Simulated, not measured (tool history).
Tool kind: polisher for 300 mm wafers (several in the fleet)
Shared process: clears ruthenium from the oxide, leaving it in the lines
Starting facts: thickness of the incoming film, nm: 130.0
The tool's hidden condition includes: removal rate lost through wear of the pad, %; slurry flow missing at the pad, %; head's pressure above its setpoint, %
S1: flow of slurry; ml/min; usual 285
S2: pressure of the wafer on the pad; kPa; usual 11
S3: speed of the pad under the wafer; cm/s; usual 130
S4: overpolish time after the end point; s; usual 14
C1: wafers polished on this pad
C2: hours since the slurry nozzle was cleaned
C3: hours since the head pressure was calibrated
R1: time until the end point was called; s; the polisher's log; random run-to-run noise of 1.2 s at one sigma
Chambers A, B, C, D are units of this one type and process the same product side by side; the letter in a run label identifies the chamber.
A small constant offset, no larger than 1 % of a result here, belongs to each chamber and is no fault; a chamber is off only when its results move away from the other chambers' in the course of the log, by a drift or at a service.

run 1B hour=2.8 | S1=285 S2=11 S3=130 S4=14 | C1=1043 C2=601.1 C3=24.3 | R1=99.475
run 2A hour=5.5 | S1=285 S2=11 S3=130 S4=14 | C1=886 C2=469.1 C3=86.4 | R1=98.992
run 3D hour=8.3 | S1=285 S2=11 S3=130 S4=14 | C1=515 C2=369 C3=209.1 | R1=99.19
run 4C hour=11.2 | S1=285 S2=11 S3=130 S4=14 | C1=630 C2=294.3 C3=491.4 | R1=101.26
run 5B hour=14.4 | S1=285 S2=11 S3=130 S4=14 | C1=1118 C2=612.7 C3=35.9 | R1=99.16
run 6C hour=17.1 | S1=285 S2=11 S3=130 S4=14 | C1=668 C2=300.2 C3=497.3 | R1=101.31
-- hour=18.6 chamber D: worn pad replaced by a new one
run 7A hour=22.5 | S1=285 S2=11 S3=130 S4=14 | C1=996 C2=486.1 C3=103.4 | R1=99.332
run 8D hour=27.1 | S1=285 S2=11 S3=130 S4=14 | C1=55 C2=387.8 C3=227.9 | R1=101.13
run 9D hour=30.2 | S1=375 S2=11 S3=130 S4=9 | C1=75 C2=390.9 C3=231 | R1=98.242
run 10A hour=34.8 | S1=375 S2=11 S3=130 S4=9 | C1=1075 C2=498.4 C3=115.7 | R1=98.249
run 11B hour=38.9 | S1=375 S2=11 S3=130 S4=9 | C1=1276 C2=637.2 C3=60.4 | R1=98.384
run 12C hour=41.5 | S1=375 S2=11 S3=130 S4=9 | C1=825 C2=324.6 C3=521.7 | R1=100.26
run 13A hour=46.4 | S1=285 S2=11 S3=130 S4=14 | C1=1150 C2=510 C3=127.3 | R1=98.792
run 14C hour=50.6 | S1=285 S2=13.8 S3=130 S4=14 | C1=884 C2=333.7 C3=530.8 | R1=81.752
run 15B hour=53.1 | S1=285 S2=13.8 S3=130 S4=14 | C1=1368 C2=651.4 C3=74.6 | R1=81.566
-- hour=53.8 chamber C: worn pad replaced by a new one
run 16D hour=56.7 | S1=285 S2=13.8 S3=130 S4=14 | C1=246 C2=417.4 C3=257.5 | R1=81.017
run 17B hour=59.1 | S1=285 S2=13.8 S3=130 S4=14 | C1=1407 C2=657.4 C3=80.6 | R1=81.365
-- hour=63.1 chamber A: worn pad replaced by a new one
run 18D hour=63.8 | S1=285 S2=11 S3=130 S4=14 | C1=292 C2=424.5 C3=264.6 | R1=98.681
-- hour=65.7 chamber B: slurry nozzle cleaned
run 19C hour=68.6 | S1=285 S2=11 S3=130 S4=14 | C1=96 C2=351.7 C3=548.8 | R1=104.05
-- hour=69.9 chamber B: worn pad replaced by a new one
run 20A hour=71.5 | S1=285 S2=11 S3=130 S4=14 | C1=54 C2=535.1 C3=152.4 | R1=100.06
run 21C hour=76.3 | S1=285 S2=11 S3=130 S4=14 | C1=146 C2=359.4 C3=556.5 | R1=100.55
run 22A hour=80.9 | S1=285 S2=11 S3=130 S4=14 | C1=115 C2=544.5 C3=161.8 | R1=100.18
run 23B hour=84.9 | S1=285 S2=11 S3=130 S4=14 | C1=97 C2=19.2 C3=106.4 | R1=98.185
run 24D hour=89 | S1=285 S2=11 S3=130 S4=14 | C1=455 C2=449.7 C3=289.8 | R1=101.67
run 25C hour=93.3 | S1=340 S2=11 S3=130 S4=14 | C1=256 C2=376.4 C3=573.5 | R1=100.35
run 26B hour=97.2 | S1=340 S2=11 S3=130 S4=14 | C1=176 C2=31.5 C3=118.7 | R1=101.54
run 27D hour=101.5 | S1=340 S2=11 S3=130 S4=14 | C1=536 C2=462.2 C3=302.3 | R1=98.158
run 28A hour=105.5 | S1=340 S2=11 S3=130 S4=14 | C1=274 C2=569.1 C3=186.4 | R1=99.448
-- hour=108.1 chamber D: worn pad replaced by a new one
run 29D hour=109.1 | S1=285 S2=11 S3=130 S4=14 | C1=6 C2=469.8 C3=309.9 | R1=101.51
run 30B hour=112.1 | S1=285 S2=11 S3=130 S4=14 | C1=273 C2=46.4 C3=133.6 | R1=101.57
run 31C hour=116.4 | S1=285 S2=11 S3=130 S4=14 | C1=405 C2=399.5 C3=596.6 | R1=101.22
run 32A hour=119.5 | S1=285 S2=11 S3=130 S4=14 | C1=364 C2=583.1 C3=200.4 | R1=98.484
run 33C hour=124.9 | S1=285 S2=11 S3=130 S4=14 | C1=460 C2=408 C3=605.1 | R1=100.67
run 34B hour=129.2 | S1=285 S2=11 S3=130 S4=14 | C1=383 C2=63.5 C3=150.7 | R1=98.48
run 35A hour=132.2 | S1=285 S2=11 S3=130 S4=14 | C1=447 C2=595.8 C3=213.1 | R1=100.3
run 36D hour=136 | S1=340 S2=11 S3=130 S4=14 | C1=180 C2=496.7 C3=336.8 | R1=97.569
run 37C hour=139.6 | S1=340 S2=11 S3=130 S4=14 | C1=555 C2=422.7 C3=619.8 | R1=99.137
run 38B hour=143.2 | S1=340 S2=11 S3=130 S4=14 | C1=474 C2=77.5 C3=164.7 | R1=98.694
-- hour=145.6 chamber D: head pressure recalibrated
run 39A hour=148.8 | S1=340 S2=11 S3=130 S4=14 | C1=554 C2=612.4 C3=229.7 | R1=97.76
run 40D hour=151.7 | S1=285 S2=11 S3=130 S4=14 | C1=281 C2=512.4 C3=6.2 | R1=102.08
run 41C hour=156.3 | S1=285 S2=11 S3=130 S4=14 | C1=663 C2=439.4 C3=636.5 | R1=100.03
run 42D hour=161.5 | S1=250 S2=11 S3=130 S4=14 | C1=345 C2=522.2 C3=16 | R1=101.51
run 43A hour=165.8 | S1=250 S2=11 S3=130 S4=14 | C1=664 C2=629.4 C3=246.7 | R1=101.72

Read the log: is a single chamber off, either drifting away or since a service, is the gauge that measures every chamber drifting, or is nothing wrong beyond small per-chamber offsets? Name any odd chamber and what most likely caused it.

No chamber stands off beyond its own small offset, and the gauge holds steady.

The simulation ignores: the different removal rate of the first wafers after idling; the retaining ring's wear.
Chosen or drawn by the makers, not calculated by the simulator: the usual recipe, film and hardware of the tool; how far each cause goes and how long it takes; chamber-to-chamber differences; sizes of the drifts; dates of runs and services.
